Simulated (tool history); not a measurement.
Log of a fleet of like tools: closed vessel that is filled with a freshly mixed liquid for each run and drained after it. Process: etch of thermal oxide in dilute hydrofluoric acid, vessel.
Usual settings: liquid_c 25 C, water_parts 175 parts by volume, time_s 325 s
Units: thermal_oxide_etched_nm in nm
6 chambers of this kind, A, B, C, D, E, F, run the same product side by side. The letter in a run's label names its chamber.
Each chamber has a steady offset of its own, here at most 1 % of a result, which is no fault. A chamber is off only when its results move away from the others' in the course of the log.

| run | hour | liquid_c | water_parts | time_s | hours since the thermometer was replaced | hours since the hydrofluoric acid flow meter was replaced | read-back film thickness of the thermal oxide reference wafer, read on the same gauge (nm) | thermal_oxide_etched_nm |
|---|---|---|---|---|---|---|---|---|
| 1E | 4.3 | 25 | 175 | 325 | 604.2 | 446.5 | 150 | 8.1662 |
| 2C | 9.4 | 25 | 175 | 325 | 574.4 | 1329.4 | 149.99 | 7.9667 |
| 3D | 13.8 | 25 | 175 | 325 | 952.8 | 536.4 | 149.99 | 8.0677 |
| 4A | 19.2 | 25 | 175 | 325 | 699.1 | 288.9 | 150.02 | 8.0905 |
| 5F | 22.8 | 23 | 175 | 325 | 64.6 | 106 | 150.02 | 7.612 |
| 6B | 25.3 | 23 | 175 | 325 | 1384.9 | 912 | 150.01 | 7.5483 |
| 7D | 28.7 | 23 | 175 | 325 | 967.7 | 551.3 | 150 | 7.4748 |
| 8E | 34.4 | 23 | 175 | 325 | 634.3 | 476.6 | 149.99 | 7.557 |
| 9A | 39.8 | 23 | 175 | 325 | 719.7 | 309.5 | 150.03 | 7.6166 |
| 10C | 45.4 | 23 | 175 | 325 | 610.4 | 1365.4 | 149.97 | 7.4832 |
| 11F | 49.1 | 25 | 175 | 325 | 90.9 | 132.3 | 150.01 | 8.2221 |
| 12B | 52.3 | 25 | 175 | 325 | 1411.9 | 939 | 150.02 | 8.2804 |
| 13B | 57.4 | 25 | 175 | 325 | 1417 | 944.1 | 150.05 | 8.3107 |
| 14C | 61.2 | 25 | 175 | 325 | 626.2 | 1381.2 | 150 | 8.17 |
| 15D | 64 | 25 | 175 | 325 | 1003 | 586.6 | 150 | 8.2262 |
| 16A | 69.3 | 25 | 175 | 325 | 749.2 | 339 | 149.95 | 8.1481 |
| 17F | 73.4 | 25 | 175 | 325 | 115.2 | 156.6 | 149.99 | 8.1178 |
| 18E | 79.1 | 25 | 175 | 325 | 679 | 521.3 | 150.01 | 8.1046 |
| 19E | 82.6 | 25 | 175 | 325 | 682.5 | 524.8 | 150.03 | 8.3157 |
| 20A | 85.7 | 29 | 250 | 325 | 765.6 | 355.4 | 150.03 | 6.0466 |
| 21C | 89.3 | 29 | 250 | 325 | 654.3 | 1409.3 | 150 | 6.0145 |
| 22D | 91.9 | 29 | 250 | 325 | 1030.9 | 614.5 | 150.02 | 6.1999 |
| 23B | 97.6 | 29 | 250 | 325 | 1457.2 | 984.3 | 150.03 | 6.0775 |
| 24F | 101.1 | 29 | 250 | 325 | 142.9 | 184.3 | 149.99 | 6.0698 |
| 25C | 105.5 | 29 | 250 | 325 | 670.5 | 1425.5 | 150.04 | 5.9557 |
| 26F | 110.7 | 25 | 175 | 325 | 152.5 | 193.9 | 149.99 | 8.1634 |
| 27A | 115.7 | 25 | 175 | 325 | 795.6 | 385.4 | 150.02 | 8.1292 |
| 28E | 120.4 | 25 | 260 | 215 | 720.3 | 562.6 | 149.99 | 3.2722 |
| 29D | 126 | 25 | 260 | 215 | 1065 | 648.6 | 150 | 3.4909 |
| 30B | 129.4 | 25 | 260 | 215 | 1489 | 1016.1 | 150.04 | 3.321 |
| 31D | 134.7 | 25 | 260 | 215 | 1073.7 | 657.3 | 150 | 3.5104 |
| 32F | 138.2 | 25 | 260 | 215 | 180 | 221.4 | 150.02 | 3.3513 |
| 33B | 143.9 | 25 | 260 | 215 | 1503.5 | 1030.6 | 150 | 3.2944 |
| 34C | 147.4 | 25 | 175 | 325 | 712.4 | 1467.4 | 150.02 | 8.0939 |
| 35A | 152.9 | 25 | 175 | 325 | 832.8 | 422.6 | 150.01 | 8.1312 |
| 36E | 157.3 | 25 | 175 | 325 | 757.2 | 599.5 | 150.07 | 8.1381 |
| 37C | 162.7 | 25 | 175 | 325 | 727.7 | 1482.7 | 149.94 | 8.1794 |
| 38D | 165.5 | 25 | 175 | 325 | 1104.5 | 688.1 | 149.99 | 8.6268 |
| 39B | 169.8 | 25 | 205 | 325 | 1529.4 | 1056.5 | 149.97 | 6.8106 |
| 40A | 172.7 | 25 | 205 | 325 | 852.6 | 442.4 | 149.96 | 6.6812 |
| 41F | 177 | 25 | 205 | 325 | 218.8 | 260.2 | 150 | 6.7575 |

Next, every chamber runs the same settings. What will each give?
| 42A | 181.2 | 25 | 175 | 180 |  |  |  | ? |
| 42B | 181.2 | 25 | 175 | 180 |  |  |  | ? |
| 42C | 181.2 | 25 | 175 | 180 |  |  |  | ? |
| 42D | 181.2 | 25 | 175 | 180 |  |  |  | ? |
| 42E | 181.2 | 25 | 175 | 180 |  |  |  | ? |
| 42F | 181.2 | 25 | 175 | 180 |  |  |  | ? |

| run | thermal_oxide_etched_nm |
|---|---|
| 42A | 4.4715 |
| 42B | 4.5387 |
| 42C | 4.4686 |
| 42D | 4.8287 |
| 42E | 4.5031 |
| 42F | 4.5549 |

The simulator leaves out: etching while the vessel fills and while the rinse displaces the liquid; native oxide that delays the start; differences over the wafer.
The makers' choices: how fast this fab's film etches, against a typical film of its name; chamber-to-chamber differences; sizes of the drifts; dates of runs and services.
